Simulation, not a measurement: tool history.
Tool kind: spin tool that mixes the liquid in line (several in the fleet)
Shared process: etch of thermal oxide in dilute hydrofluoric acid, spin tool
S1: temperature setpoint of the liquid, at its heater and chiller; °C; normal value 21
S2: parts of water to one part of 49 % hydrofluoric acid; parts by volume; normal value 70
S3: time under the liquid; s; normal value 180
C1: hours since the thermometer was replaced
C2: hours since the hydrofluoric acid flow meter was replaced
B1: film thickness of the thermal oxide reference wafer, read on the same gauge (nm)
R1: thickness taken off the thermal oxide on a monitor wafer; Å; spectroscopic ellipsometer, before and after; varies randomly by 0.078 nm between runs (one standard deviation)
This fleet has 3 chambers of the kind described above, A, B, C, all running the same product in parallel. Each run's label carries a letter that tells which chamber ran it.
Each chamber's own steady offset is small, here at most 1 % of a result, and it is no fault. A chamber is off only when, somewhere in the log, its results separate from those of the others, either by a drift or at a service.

| run | hour | S1 | S2 | S3 | C1 | C2 | B1 | R1 |
|---|---|---|---|---|---|---|---|---|
| 1B | 11.3 | 21 | 70 | 180 | 671.1 | 1011.8 | 150.00 | 107.920 |
| 2A | 18.4 | 21 | 70 | 180 | 474.9 | 363.3 | 150.02 | 107.260 |
| 3C | 25.9 | 21 | 70 | 180 | 775.4 | 667.2 | 150.03 | 106.460 |
| 4A | 36.4 | 21 | 70 | 180 | 492.9 | 381.3 | 149.99 | 105.420 |
| 5C | 46.2 | 21 | 70 | 180 | 795.7 | 687.5 | 149.97 | 106.380 |
| 6B | 52.2 | 21 | 70 | 180 | 712.0 | 1052.7 | 150.02 | 107.150 |
| 7C | 58.0 | 21 | 70 | 180 | 807.5 | 699.3 | 150.01 | 106.860 |
| 8A | 66.3 | 21 | 70 | 180 | 522.8 | 411.2 | 150.00 | 104.800 |
| 9B | 75.6 | 21 | 70 | 180 | 735.4 | 1076.1 | 149.98 | 107.700 |
| 10B | 87.1 | 21 | 55 | 90 | 746.9 | 1087.6 | 150.03 | 69.454 |
| 11C | 99.2 | 21 | 55 | 90 | 848.7 | 740.5 | 150.01 | 70.610 |
| 12A | 104.9 | 21 | 55 | 90 | 561.4 | 449.8 | 149.97 | 67.269 |
| 13C | 115.5 | 21 | 70 | 180 | 865.0 | 756.8 | 149.98 | 107.500 |
| 14A | 125.1 | 21 | 70 | 180 | 581.6 | 470.0 | 150.01 | 103.720 |
| 15B | 133.1 | 21 | 70 | 180 | 792.9 | 1133.6 | 150.00 | 107.870 |
| 16B | 138.6 | 21 | 70 | 180 | 798.4 | 1139.1 | 150.00 | 106.560 |
| 17C | 148.7 | 21 | 70 | 180 | 898.2 | 790.0 | 149.92 | 108.540 |
| 18A | 158.9 | 21 | 70 | 180 | 615.4 | 503.8 | 150.00 | 101.800 |
| 19A | 169.8 | 21 | 70 | 180 | 626.3 | 514.7 | 150.00 | 103.110 |
| 20C | 178.5 | 21 | 70 | 180 | 928.0 | 819.8 | 149.98 | 105.150 |
| 21B | 184.5 | 21 | 70 | 180 | 844.3 | 1185.0 | 150.02 | 106.720 |
| 22A | 195.4 | 21 | 70 | 180 | 651.9 | 540.3 | 150.04 | 101.950 |
| 23B | 207.8 | 21 | 70 | 180 | 867.6 | 1208.3 | 150.04 | 107.280 |
| 24C | 218.9 | 21 | 50 | 180 | 968.4 | 860.2 | 150.00 | 153.870 |
| 25A | 229.1 | 21 | 50 | 180 | 685.6 | 574.0 | 149.98 | 143.450 |
| 26C | 235.1 | 21 | 50 | 180 | 984.6 | 876.4 | 149.98 | 152.820 |

Each of the 3 chambers runs these same settings next. Fill in every chamber's results:
| 27A | 244.0 | 21 | 70 | 180 |  |  |  | ? |
| 27B | 244.0 | 21 | 70 | 180 |  |  |  | ? |
| 27C | 244.0 | 21 | 70 | 180 |  |  |  | ? |

| run | R1 |
|---|---|
| 27A | 101.990 |
| 27B | 107.920 |
| 27C | 107.610 |
